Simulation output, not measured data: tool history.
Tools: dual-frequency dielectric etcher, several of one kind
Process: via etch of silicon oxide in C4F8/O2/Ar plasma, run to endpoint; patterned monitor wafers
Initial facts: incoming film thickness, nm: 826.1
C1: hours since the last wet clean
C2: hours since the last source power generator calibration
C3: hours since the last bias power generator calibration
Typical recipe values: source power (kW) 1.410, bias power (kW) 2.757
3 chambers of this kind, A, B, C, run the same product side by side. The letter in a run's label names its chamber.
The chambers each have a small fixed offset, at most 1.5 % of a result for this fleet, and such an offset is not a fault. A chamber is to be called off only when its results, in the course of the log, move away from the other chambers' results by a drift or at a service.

run 1C day=0.275 | source_power_(kW)=1.410 bias_power_(kW)=2.757 | C1=315.7 C2=1523.8 C3=1273.6 | endpoint_time_(s)=166.75
run 2A day=0.458 | source_power_(kW)=1.410 bias_power_(kW)=2.757 | C1=237.4 C2=804.6 C3=390.4 | endpoint_time_(s)=168.03
run 3B day=0.621 | source_power_(kW)=1.410 bias_power_(kW)=2.757 | C1=130.5 C2=2210.4 C3=2863.0 | endpoint_time_(s)=169.54
run 4C day=0.858 | source_power_(kW)=1.410 bias_power_(kW)=2.757 | C1=329.7 C2=1537.8 C3=1287.6 | endpoint_time_(s)=167.54
run 5B day=1.104 | source_power_(kW)=1.410 bias_power_(kW)=2.757 | C1=142.1 C2=2222.0 C3=2874.6 | endpoint_time_(s)=170.86
run 6A day=1.333 | source_power_(kW)=1.410 bias_power_(kW)=2.757 | C1=258.4 C2=825.6 C3=411.4 | endpoint_time_(s)=168.34
run 7B day=1.567 | source_power_(kW)=1.410 bias_power_(kW)=2.757 | C1=153.2 C2=2233.1 C3=2885.7 | endpoint_time_(s)=170.93
run 8A day=1.775 | source_power_(kW)=1.410 bias_power_(kW)=2.757 | C1=269.0 C2=836.2 C3=422.0 | endpoint_time_(s)=168.82
run 9C day=1.954 | source_power_(kW)=1.130 bias_power_(kW)=3.324 | C1=356.0 C2=1564.1 C3=1313.9 | endpoint_time_(s)=172.13
run 10A day=2.242 | source_power_(kW)=1.130 bias_power_(kW)=3.324 | C1=280.2 C2=847.4 C3=433.2 | endpoint_time_(s)=173.37
run 11B day=2.446 | source_power_(kW)=1.130 bias_power_(kW)=3.324 | C1=174.3 C2=2254.2 C3=2906.8 | endpoint_time_(s)=173.66
run 12C day=2.588 | source_power_(kW)=1.410 bias_power_(kW)=2.757 | C1=371.2 C2=1579.3 C3=1329.1 | endpoint_time_(s)=168.05
run 13C day=2.825 | source_power_(kW)=1.410 bias_power_(kW)=2.757 | C1=376.9 C2=1585.0 C3=1334.8 | endpoint_time_(s)=168.05
run 14B day=3.133 | source_power_(kW)=1.410 bias_power_(kW)=2.757 | C1=190.8 C2=2270.7 C3=2923.3 | endpoint_time_(s)=169.03
run 15A day=3.417 | source_power_(kW)=1.410 bias_power_(kW)=2.757 | C1=308.4 C2=875.6 C3=461.4 | endpoint_time_(s)=167.58
run 16B day=3.638 | source_power_(kW)=1.410 bias_power_(kW)=2.757 | C1=202.9 C2=2282.8 C3=2935.4 | endpoint_time_(s)=169.48
run 17C day=3.933 | source_power_(kW)=1.410 bias_power_(kW)=2.757 | C1=403.5 C2=1611.6 C3=1361.4 | endpoint_time_(s)=167.49
run 18A day=4.138 | source_power_(kW)=1.410 bias_power_(kW)=2.757 | C1=325.7 C2=892.9 C3=478.7 | endpoint_time_(s)=166.20
run 19A day=4.367 | source_power_(kW)=1.070 bias_power_(kW)=2.757 | C1=331.2 C2=898.4 C3=484.2 | endpoint_time_(s)=184.78
run 20C day=4.558 | source_power_(kW)=1.070 bias_power_(kW)=2.757 | C1=418.5 C2=1626.6 C3=1376.4 | endpoint_time_(s)=187.12
run 21B day=4.871 | source_power_(kW)=1.070 bias_power_(kW)=2.757 | C1=232.5 C2=2312.4 C3=2965.0 | endpoint_time_(s)=188.45
run 22C day=5.158 | source_power_(kW)=1.090 bias_power_(kW)=3.309 | C1=432.9 C2=1641.0 C3=1390.8 | endpoint_time_(s)=176.75
run 23A day=5.354 | source_power_(kW)=1.090 bias_power_(kW)=3.309 | C1=354.9 C2=922.1 C3=507.9 | endpoint_time_(s)=173.26
run 24B day=5.554 | source_power_(kW)=1.090 bias_power_(kW)=3.309 | C1=248.9 C2=2328.8 C3=2981.4 | endpoint_time_(s)=176.98
-- day=5.696 chamber C: wet clean of the chamber
run 25B day=5.858 | source_power_(kW)=1.410 bias_power_(kW)=2.757 | C1=256.2 C2=2336.1 C3=2988.7 | endpoint_time_(s)=169.66
run 26A day=6.083 | source_power_(kW)=1.410 bias_power_(kW)=2.757 | C1=372.4 C2=939.6 C3=525.4 | endpoint_time_(s)=165.34
run 27C day=6.367 | source_power_(kW)=1.410 bias_power_(kW)=2.757 | C1=16.2 C2=1670.0 C3=1419.8 | endpoint_time_(s)=166.38
run 28B day=6.538 | source_power_(kW)=1.410 bias_power_(kW)=2.757 | C1=272.5 C2=2352.4 C3=3005.0 | endpoint_time_(s)=169.75
run 29A day=6.712 | source_power_(kW)=1.410 bias_power_(kW)=2.757 | C1=387.5 C2=954.7 C3=540.5 | endpoint_time_(s)=164.69
run 30C day=6.942 | source_power_(kW)=1.220 bias_power_(kW)=3.044 | C1=30.0 C2=1683.8 C3=1433.6 | endpoint_time_(s)=172.06
run 31B day=7.183 | source_power_(kW)=1.220 bias_power_(kW)=3.044 | C1=288.0 C2=2367.9 C3=3020.5 | endpoint_time_(s)=174.94
run 32C day=7.479 | source_power_(kW)=1.220 bias_power_(kW)=3.044 | C1=42.9 C2=1696.7 C3=1446.5 | endpoint_time_(s)=172.55
run 33A day=7.775 | source_power_(kW)=1.170 bias_power_(kW)=2.757 | C1=413.0 C2=980.2 C3=566.0 | endpoint_time_(s)=176.30
run 34B day=8.062 | source_power_(kW)=1.170 bias_power_(kW)=2.757 | C1=309.1 C2=2389.0 C3=3041.6 | endpoint_time_(s)=183.71

For the next run the whole fleet of 3 chambers uses the same settings. Give each chamber's results:
run 35A day=8.288 | source_power_(kW)=1.410 bias_power_(kW)=2.247 | endpoint_time_(s)=?
run 35B day=8.288 | source_power_(kW)=1.410 bias_power_(kW)=2.247 | endpoint_time_(s)=?
run 35C day=8.288 | source_power_(kW)=1.410 bias_power_(kW)=2.247 | endpoint_time_(s)=?

run=35A endpoint_time_(s)=175.23
run=35B endpoint_time_(s)=180.75
run=35C endpoint_time_(s)=177.51

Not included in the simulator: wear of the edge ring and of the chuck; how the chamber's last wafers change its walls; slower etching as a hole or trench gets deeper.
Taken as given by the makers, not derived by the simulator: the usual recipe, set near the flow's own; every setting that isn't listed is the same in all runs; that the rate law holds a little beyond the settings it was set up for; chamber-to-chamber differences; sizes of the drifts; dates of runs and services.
